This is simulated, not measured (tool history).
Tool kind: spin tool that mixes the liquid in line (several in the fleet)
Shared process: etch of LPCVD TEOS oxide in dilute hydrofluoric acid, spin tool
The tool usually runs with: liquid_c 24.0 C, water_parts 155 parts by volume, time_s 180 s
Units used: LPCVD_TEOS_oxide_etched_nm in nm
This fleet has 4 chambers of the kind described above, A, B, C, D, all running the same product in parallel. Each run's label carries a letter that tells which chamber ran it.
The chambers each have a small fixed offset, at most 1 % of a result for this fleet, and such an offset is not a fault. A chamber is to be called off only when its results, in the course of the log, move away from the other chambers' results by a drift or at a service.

run,hour,liquid_c,water_parts,time_s,hours since the thermometer was replaced,hours since the hydrofluoric acid flow meter was replaced,"read-back film thickness of the LPCVD TEOS oxide reference wafer, read on the same gauge (nm)",LPCVD_TEOS_oxide_etched_nm
1B,6.0,24.0,155,180,1137.6,577.2,100.000,18.850
2D,9.9,24.0,155,180,318.5,2481.7,100.020,18.614
3C,13.3,24.0,155,180,1192.6,424.1,100.000,18.899
4A,19.3,24.0,155,180,1413.9,139.8,99.989,18.733
5B,24.3,24.0,155,180,1155.9,595.5,99.983,19.089
6D,28.2,24.0,155,180,336.8,2500.0,99.992,18.644
7C,32.1,24.0,155,180,1211.4,442.9,100.010,18.753
8A,36.8,24.0,155,180,1431.4,157.3,99.982,18.979
9B,41.7,24.0,155,180,1173.3,612.9,99.996,18.996
10A,47.8,24.0,155,180,1442.4,168.3,100.010,18.734
11C,52.3,24.0,155,180,1231.6,463.1,100.000,18.533
12D,57.5,24.0,155,180,366.1,2529.3,100.010,18.587
13B,63.6,24.0,155,180,1195.2,634.8,100.000,19.472
14D,69.0,24.0,155,180,377.6,2540.8,100.050,18.757
15A,73.6,24.0,120,180,1468.2,194.1,99.985,25.014
16C,77.0,24.0,120,180,1256.3,487.8,99.990,25.022
17A,80.1,24.0,120,180,1474.7,200.6,100.010,25.265
18C,84.4,24.0,120,180,1263.7,495.2,99.995,25.219
19B,88.1,24.0,155,180,1219.7,659.3,100.000,19.396
20D,91.3,24.0,95,180,399.9,2563.1,100.010,31.709
21B,94.3,24.0,95,180,1225.9,665.5,99.961,33.946
22C,99.1,24.0,95,180,1278.4,509.9,100.020,33.160
23D,105.3,24.0,95,180,413.9,2577.1,99.976,32.368
24A,108.6,24.0,155,180,1503.2,229.1,99.985,18.553
25C,111.5,24.0,155,180,1290.8,522.3,99.992,18.908
26A,116.9,24.0,155,245,1511.5,237.4,100.000,25.250
27B,119.7,24.0,155,245,1251.3,690.9,100.010,26.913
28D,124.1,24.0,155,245,432.7,2595.9,100.010,24.940
29D,127.5,24.0,155,245,436.1,2599.3,99.995,25.264
30B,130.3,19.5,155,180,1261.9,701.5,100.020,16.829
31A,136.4,19.5,155,180,1531.0,256.9,100.010,15.774
32C,139.6,19.5,155,180,1318.9,550.4,99.992,15.732

All 4 chambers run these settings next. Forecast each chamber's results:
33A,144.1,24.0,155,180,,,,?
33B,144.1,24.0,155,180,,,,?
33C,144.1,24.0,155,180,,,,?
33D,144.1,24.0,155,180,,,,?

run,LPCVD_TEOS_oxide_etched_nm
33A,18.753
33B,20.332
33C,19.034
33D,18.506
